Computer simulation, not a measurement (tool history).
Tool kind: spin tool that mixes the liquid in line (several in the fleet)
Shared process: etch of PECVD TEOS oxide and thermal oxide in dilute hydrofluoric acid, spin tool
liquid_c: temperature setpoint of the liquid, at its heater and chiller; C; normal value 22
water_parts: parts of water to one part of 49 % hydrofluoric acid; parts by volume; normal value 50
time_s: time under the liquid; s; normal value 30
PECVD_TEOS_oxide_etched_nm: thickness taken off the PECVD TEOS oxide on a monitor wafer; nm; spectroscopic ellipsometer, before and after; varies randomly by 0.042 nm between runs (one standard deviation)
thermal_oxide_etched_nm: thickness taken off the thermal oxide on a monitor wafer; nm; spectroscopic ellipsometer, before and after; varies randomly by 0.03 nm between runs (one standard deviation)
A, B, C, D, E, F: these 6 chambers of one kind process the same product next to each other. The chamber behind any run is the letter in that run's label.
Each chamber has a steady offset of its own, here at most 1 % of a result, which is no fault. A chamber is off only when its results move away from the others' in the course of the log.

run   hour  liquid_c  water_parts  time_s  hours since the thermometer was replaced  hours since the hydrofluoric acid flow meter was replaced  read-back film thickness of the PECVD TEOS oxide reference wafer, read on the same gauge (nm)  read-back film thickness of the thermal oxide reference wafer, read on the same gauge (nm)  PECVD_TEOS_oxide_etched_nm  thermal_oxide_etched_nm
       0.5  -- chamber B: hydrofluoric acid flow meter replaced
 1A   15.8        22           50      30                                     639.3                                                      174.5                                                                                            110                                                                                      60.011                       10.18                    2.855
 2E     28        22           50      30                                     821.7                                                      926.9                                                                                            110                                                                                      59.972                      10.027                   2.8528
      29.3  -- chamber A: thermometer replaced
 3C   36.5        22           50      30                                     854.8                                                      469.4                                                                                         109.99                                                                                      60.034                      10.001                   2.7896
 4D   45.5        22           50      30                                     636.6                                                     1559.1                                                                                         110.01                                                                                      60.008                      10.055                   2.8782
 5F   54.1        22           50      30                                     362.8                                                      651.2                                                                                         109.99                                                                                       59.99                      9.9915                   2.8526
 6B   61.1        22           50      30                                      1495                                                       60.6                                                                                         110.01                                                                                      60.025                       10.02                   2.7878
 7F   73.8        22           50      30                                     382.5                                                      670.9                                                                                         109.97                                                                                      60.007                      10.055                   2.9083
 8A   87.5        22           50      30                                      58.3                                                      246.2                                                                                         110.01                                                                                      59.995                      10.107                   2.7867
 9B   99.2        22           50      30                                    1533.1                                                       98.7                                                                                         110.03                                                                                      60.005                      10.087                   2.8525
10E  109.1        22           50      30                                     902.8                                                       1008                                                                                         110.01                                                                                      59.964                      10.051                    2.842
11C  121.8        22           50      30                                     940.1                                                      554.7                                                                                         110.01                                                                                      60.011                      10.038                   2.8604
12D  136.6        22           50      30                                     727.7                                                     1650.2                                                                                         110.01                                                                                      59.994                      10.148                   2.8892
13F  151.8        22           50      30                                     460.5                                                      748.9                                                                                         109.98                                                                                      60.013                      10.109                   2.8559
14C  163.1        22           50      30                                     981.4                                                        596                                                                                            110                                                                                      59.993                      10.087                   2.8466
15E  173.9        22           50      30                                     967.6                                                     1072.8                                                                                         109.99                                                                                      59.995                      10.064                   2.8425
16A  181.8        22           50      30                                     152.6                                                      340.5                                                                                         110.01                                                                                      59.986                       10.05                   2.8244
17B  194.9        22           50      30                                    1628.8                                                      194.4                                                                                            110                                                                                      59.967                      10.145                   2.8422
18D  209.4        22           50      30                                     800.5                                                       1723                                                                                            110                                                                                      60.008                       10.13                   2.8616
     223.9  -- chamber B: thermometer replaced
19F  224.7        22           50      30                                     533.4                                                      821.8                                                                                         110.01                                                                                      59.988                      9.9705                   2.8605
20C  237.8        22           50      30                                    1056.1                                                      670.7                                                                                         109.97                                                                                      60.003                      10.073                   2.8634
21D  253.2        22           50      30                                     844.3                                                     1766.8                                                                                         110.01                                                                                      60.042                      10.082                   2.8669
22B    262        22           50      30                                      38.1                                                      261.5                                                                                         110.01                                                                                      59.997                      10.166                   2.8831
23E  269.1        22           50      30                                    1062.8                                                       1168                                                                                         109.99                                                                                      60.007                      10.086                   2.8525
24A  277.7        22           50      30                                     248.5                                                      436.4                                                                                         110.03                                                                                      59.974                      10.134                   2.8223
25D  290.6        22           50      30                                     881.7                                                     1804.2                                                                                         110.02                                                                                          60                      10.121                   2.8632
26C  299.6        22           50      30                                    1117.9                                                      732.5                                                                                         110.01                                                                                       60.03                      10.018                   2.8781
27E  314.5        22           50      30                                    1108.2                                                     1213.4                                                                                         109.99                                                                                      59.993                      10.013                   2.8302
28B  330.6        22           50      30                                     106.7                                                      330.1                                                                                            110                                                                                       59.98                      10.111                   2.8961
29F  340.3        22           50      30                                       649                                                      937.4                                                                                            110                                                                                      60.001                      9.9955                   2.8481
30A  349.6      18.5           75      30                                     320.4                                                      508.3                                                                                         109.99                                                                                      59.993                      5.6533                   1.5978
31C  361.8      18.5           75      30                                    1180.1                                                      794.7                                                                                         110.02                                                                                      59.995                      5.6435                   1.5744
32F  375.2      18.5           75      30                                     683.9                                                      972.3                                                                                         109.98                                                                                      59.977                      5.5969                   1.5898
33D  387.7      18.5           75      30                                     978.8                                                     1901.3                                                                                         110.02                                                                                      59.989                       5.626                   1.5992
34A  402.8      18.5           75      30                                     373.6                                                      561.5                                                                                         110.02                                                                                      60.039                      5.7269                   1.5839
     408.5  -- chamber E: hydrofluoric acid flow meter replaced
35E  413.9      18.5           75      30                                    1207.6                                                        5.5                                                                                         109.99                                                                                      60.001                      5.5753                   1.5693
36B  425.7        22           50      30                                     201.8                                                      425.2                                                                                         110.02                                                                                       60.01                      10.108                   2.9161
37A  436.1        22           50      30                                     406.9                                                      594.8                                                                                         109.99                                                                                      59.974                      10.223                   2.8596
38B  446.6        22           50      30                                     222.7                                                      446.1                                                                                         109.98                                                                                      60.008                      10.049                   2.8042

Read the log: is a single chamber off, either drifting away or since a service, is the gauge that measures every chamber drifting, or is nothing wrong beyond small per-chamber offsets? Name any odd chamber and what most likely caused it.

All chambers stay in line apart from their small fixed offsets, and the gauge does not drift.

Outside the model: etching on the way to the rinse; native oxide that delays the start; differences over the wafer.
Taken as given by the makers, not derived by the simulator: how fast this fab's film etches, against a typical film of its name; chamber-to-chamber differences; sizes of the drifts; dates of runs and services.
